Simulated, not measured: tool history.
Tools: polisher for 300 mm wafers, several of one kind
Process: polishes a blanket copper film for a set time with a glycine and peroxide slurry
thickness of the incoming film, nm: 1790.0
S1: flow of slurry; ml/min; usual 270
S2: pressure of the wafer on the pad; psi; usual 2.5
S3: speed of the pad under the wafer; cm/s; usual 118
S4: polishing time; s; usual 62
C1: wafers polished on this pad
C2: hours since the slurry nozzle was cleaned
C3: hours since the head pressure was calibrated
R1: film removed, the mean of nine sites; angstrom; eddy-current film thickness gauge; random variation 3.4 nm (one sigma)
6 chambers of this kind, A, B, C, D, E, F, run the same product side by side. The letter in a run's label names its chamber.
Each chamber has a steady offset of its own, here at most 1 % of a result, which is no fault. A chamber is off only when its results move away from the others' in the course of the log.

| run | day | S1 | S2 | S3 | S4 | C1 | C2 | C3 | R1 |
|---|---|---|---|---|---|---|---|---|---|
| 1B | 0.138 | 270 | 2.5 | 118 | 62 | 1078 | 135.8 | 568.7 | 3643 |
| 2A | 0.238 | 270 | 2.5 | 118 | 62 | 727 | 375.1 | 240.3 | 3538.5 |
| 3D | 0.388 | 270 | 2.5 | 118 | 62 | 458 | 407.2 | 993.6 | 3577.3 |
|  | 0.475 | chamber C: worn pad replaced by a new one |
| 4F | 0.529 | 270 | 2.5 | 118 | 62 | 737 | 563.9 | 351.5 | 3600.9 |
| 5C | 0.646 | 270 | 2.5 | 118 | 62 | 32 | 118.3 | 693.4 | 3543.9 |
|  | 0.767 | chamber E: worn pad replaced by a new one |
| 6E | 0.8 | 270 | 2.5 | 118 | 62 | 6 | 511.5 | 164.7 | 3488 |
| 7F | 0.967 | 270 | 2.5 | 118 | 62 | 820 | 574.4 | 362 | 3680.8 |
|  | 0.971 | chamber F: slurry nozzle cleaned |
|  | 0.975 | chamber D: worn pad replaced by a new one |
| 8B | 1.054 | 270 | 2.5 | 118 | 62 | 1253 | 157.8 | 590.7 | 3600.1 |
| 9C | 1.175 | 270 | 2.5 | 118 | 62 | 133 | 131 | 706.1 | 3617.7 |
| 10D | 1.288 | 270 | 2.5 | 118 | 62 | 60 | 428.8 | 1015.2 | 3593.8 |
|  | 1.308 | chamber A: worn pad replaced by a new one |
|  | 1.429 | chamber A: slurry nozzle cleaned |
| 11A | 1.433 | 270 | 2.5 | 118 | 62 | 24 | 0.2 | 269 | 3572.4 |
| 12E | 1.596 | 270 | 2.5 | 118 | 62 | 158 | 530.6 | 183.8 | 3448.5 |
| 13E | 1.762 | 270 | 2.5 | 118 | 62 | 190 | 534.6 | 187.8 | 3530.4 |
| 14D | 1.908 | 270 | 2.5 | 118 | 62 | 178 | 443.7 | 1030.1 | 3562.8 |
| 15C | 1.992 | 270 | 2.5 | 118 | 62 | 289 | 150.6 | 725.7 | 3606.8 |
| 16A | 2.092 | 270 | 2.5 | 118 | 62 | 150 | 16 | 284.8 | 3511.2 |
| 17B | 2.2 | 270 | 2.5 | 118 | 62 | 1472 | 185.3 | 618.2 | 3648.5 |
|  | 2.25 | chamber B: worn pad replaced by a new one |
| 18F | 2.312 | 270 | 2.5 | 118 | 62 | 1077 | 32.2 | 394.3 | 3651.4 |
| 19D | 2.45 | 270 | 2.5 | 118 | 62 | 282 | 456.7 | 1043.1 | 3529.7 |
| 20C | 2.592 | 270 | 2.5 | 118 | 62 | 404 | 165 | 740.1 | 3613.7 |
| 21E | 2.746 | 300 | 3 | 118 | 62 | 378 | 558.2 | 211.4 | 4171.6 |
| 22B | 2.867 | 300 | 3 | 118 | 62 | 117 | 201.3 | 634.2 | 4237.3 |
| 23F | 2.962 | 300 | 3 | 118 | 62 | 1201 | 47.8 | 409.9 | 4229.3 |
| 24A | 3.054 | 300 | 3 | 118 | 62 | 333 | 39.1 | 307.9 | 4199 |
| 25D | 3.2 | 300 | 3 | 118 | 62 | 425 | 474.7 | 1061.1 | 4212.2 |
| 26C | 3.371 | 300 | 3 | 118 | 62 | 552 | 183.7 | 758.8 | 4233 |
| 27A | 3.504 | 270 | 2.5 | 118 | 62 | 419 | 49.9 | 318.7 | 3553.2 |
| 28B | 3.612 | 270 | 2.5 | 118 | 62 | 260 | 219.2 | 652.1 | 3601.9 |
| 29F | 3.725 | 270 | 2.5 | 118 | 62 | 1347 | 66.1 | 428.2 | 3453.6 |
| 30E | 3.838 | 270 | 2.5 | 118 | 62 | 586 | 584.4 | 237.6 | 3514.4 |
| 31D | 3.954 | 270 | 2.5 | 118 | 62 | 569 | 492.8 | 1079.2 | 3630.4 |
|  | 4.008 | chamber D: worn pad replaced by a new one |
| 32F | 4.071 | 270 | 2.5 | 118 | 62 | 1413 | 74.4 | 436.5 | 3408.6 |
| 33B | 4.175 | 270 | 2.5 | 118 | 62 | 367 | 232.7 | 665.6 | 3613.5 |
|  | 4.2 | chamber D: head pressure recalibrated |
| 34E | 4.329 | 270 | 2.5 | 118 | 62 | 680 | 596.2 | 249.4 | 3539.3 |
| 35A | 4.425 | 270 | 2.5 | 118 | 62 | 595 | 72 | 340.8 | 3572.6 |
| 36C | 4.6 | 270 | 2.5 | 118 | 62 | 787 | 213.2 | 788.3 | 3500.3 |
| 37C | 4.692 | 270 | 2.5 | 132 | 62 | 805 | 215.4 | 790.5 | 3899.9 |
| 38F | 4.858 | 270 | 2.5 | 132 | 62 | 1563 | 93.3 | 455.4 | 3650.8 |
| 39A | 4.938 | 270 | 2.5 | 132 | 62 | 693 | 84.3 | 353.1 | 3933.9 |
| 40E | 5.092 | 270 | 2.5 | 132 | 62 | 825 | 614.5 | 267.7 | 3876.1 |
| 41D | 5.171 | 270 | 2.5 | 132 | 62 | 222 | 522 | 23.4 | 3898.9 |
| 42B | 5.308 | 270 | 2.5 | 132 | 62 | 583 | 259.9 | 692.8 | 4021.5 |

What goes on in this fleet: one chamber off, a drifting gauge, or nothing beyond the chambers' own small offsets? Name the chamber and the cause, if any.

Chamber F drifts away from the others.
Cause: removal rate lost through wear of the pad, % = 11.7.
The log may not tell that from: head's pressure below its setpoint, %.

Here are 4 candidates for chamber F's next run, each the usual settings with a change, their results left as question marks. Which one brings its results back in line with what the others give on the usual settings?
In line means no further than this from the other chambers' mean on the usual settings: R1 120 angstrom
| 43F-1 | 5.438 | 270 | 2.5 | 124 | 62 |  |  |  | ? |
| 43F-2 | 5.438 | 270 | 2.5 | 104 | 62 |  |  |  | ? |
| 43F-3 | 5.438 | 270 | 2.5 | 124 | 66 |  |  |  | ? |
| 43F-4 | 5.438 | 270 | 2.5 | 116 | 60 |  |  |  | ? |

The other chambers' mean on the usual settings: R1 3575.7 angstrom
| run | R1 |
|---|---|
| 43F-1 | 3369.5 |
| 43F-2 | 2906.6 |
| 43F-3 | 3586.8 |
| 43F-4 | 3081.6 |
43F-3 brings the chamber back in line.
